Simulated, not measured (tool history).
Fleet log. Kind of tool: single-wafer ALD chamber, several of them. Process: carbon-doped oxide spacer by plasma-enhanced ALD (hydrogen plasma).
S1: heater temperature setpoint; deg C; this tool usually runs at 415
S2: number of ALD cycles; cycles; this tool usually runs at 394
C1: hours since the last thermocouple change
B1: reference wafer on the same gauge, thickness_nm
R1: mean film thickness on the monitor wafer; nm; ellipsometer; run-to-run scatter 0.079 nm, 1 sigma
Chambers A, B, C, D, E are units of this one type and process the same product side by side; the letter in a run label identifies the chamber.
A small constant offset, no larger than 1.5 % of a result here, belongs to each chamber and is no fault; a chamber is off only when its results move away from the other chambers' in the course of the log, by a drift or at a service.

Run 1D, day 0.171: usual settings; C1 512.2; B1 20.302. Result: R1 18.953 nm.
Run 2C, day 0.362: usual settings; C1 1453.8; B1 20.293. Result: R1 18.954 nm.
Run 3A, day 0.538: usual settings; C1 1171.7; B1 20.321. Result: R1 18.702 nm.
Run 4E, day 0.654: usual settings; C1 619; B1 20.286. Result: R1 19.019 nm.
Run 5B, day 0.808: usual settings; C1 742.9; B1 20.31. Result: R1 18.791 nm.
Run 6C, day 0.933: usual settings; C1 1467.5; B1 20.297. Result: R1 18.799 nm.
Run 7A, day 1.054: usual settings; C1 1184.1; B1 20.312. Result: R1 18.58 nm.
Run 8D, day 1.171: usual settings; C1 536.2; B1 20.288. Result: R1 18.907 nm.
Run 9E, day 1.412: usual settings but S1 422 deg C, S2 321 cycles; C1 637.2; B1 20.283. Result: R1 15.176 nm.
Run 10B, day 1.629: usual settings but S1 422 deg C, S2 321 cycles; C1 762.6; B1 20.297. Result: R1 14.922 nm.
Run 11E, day 1.742: usual settings but S1 422 deg C, S2 321 cycles; C1 645.1; B1 20.317. Result: R1 15.179 nm.
Run 12C, day 1.896: usual settings but S1 422 deg C, S2 321 cycles; C1 1490.6; B1 20.309. Result: R1 14.968 nm.
Run 13A, day 2.138: usual settings but S1 422 deg C, S2 321 cycles; C1 1210.1; B1 20.306. Result: R1 14.849 nm.
Run 14D, day 2.288: usual settings; C1 563; B1 20.302. Result: R1 18.886 nm.
Run 15B, day 2.429: usual settings; C1 781.8; B1 20.313. Result: R1 18.834 nm.
Run 16D, day 2.625: usual settings; C1 571.1; B1 20.275. Result: R1 18.786 nm.
Run 17C, day 2.838: usual settings; C1 1513.2; B1 20.291. Result: R1 18.941 nm.
Run 18A, day 3.075: usual settings; C1 1232.6; B1 20.303. Result: R1 18.565 nm.
Run 19E, day 3.288: usual settings; C1 682.2; B1 20.294. Result: R1 19.134 nm.
Run 20B, day 3.508: usual settings; C1 807.7; B1 20.298. Result: R1 18.654 nm.
Run 21C, day 3.712: usual settings but S1 405 deg C, S2 364 cycles; C1 1534.2; B1 20.29. Result: R1 17.955 nm.
Run 22B, day 3.862: usual settings but S1 405 deg C, S2 364 cycles; C1 816.2; B1 20.281. Result: R1 17.788 nm.
Run 23D, day 4.062: usual settings but S1 405 deg C, S2 364 cycles; C1 605.6; B1 20.288. Result: R1 17.986 nm.
Run 24E, day 4.258: usual settings but S1 405 deg C, S2 364 cycles; C1 705.5; B1 20.318. Result: R1 18.154 nm.
Run 25A, day 4.454: usual settings but S1 405 deg C, S2 364 cycles; C1 1265.7; B1 20.291. Result: R1 17.788 nm.
Run 26D, day 4.604: usual settings; C1 618.6; B1 20.309. Result: R1 18.917 nm.
Run 27E, day 4.762: usual settings; C1 717.6; B1 20.301. Result: R1 19.038 nm.
Run 28B, day 4.875: usual settings; C1 840.5; B1 20.28. Result: R1 18.812 nm.
Run 29A, day 5.062: usual settings; C1 1280.3; B1 20.292. Result: R1 18.536 nm.
Run 30C, day 5.271: usual settings; C1 1571.6; B1 20.304. Result: R1 18.929 nm.
Run 31D, day 5.471: usual settings; C1 639.4; B1 20.295. Result: R1 18.912 nm.
Run 32C, day 5.612: usual settings but S1 410 deg C; C1 1579.8; B1 20.316. Result: R1 19.2 nm.
Run 33A, day 5.842: usual settings but S1 410 deg C; C1 1299; B1 20.307. Result: R1 18.999 nm.
Run 34B, day 6.029: usual settings but S1 410 deg C; C1 868.2; B1 20.308. Result: R1 18.98 nm.
Run 35E, day 6.25: usual settings but S1 410 deg C; C1 753.3; B1 20.295. Result: R1 19.424 nm.
Run 36A, day 6.454: usual settings but S1 410 deg C; C1 1313.7; B1 20.312. Result: R1 18.887 nm.

Is one chamber off against the others, does the gauge drift, or is nothing wrong? If a chamber is off, say which, and what the likeliest cause is.

All chambers stay in line apart from their small fixed offsets, and the gauge does not drift.
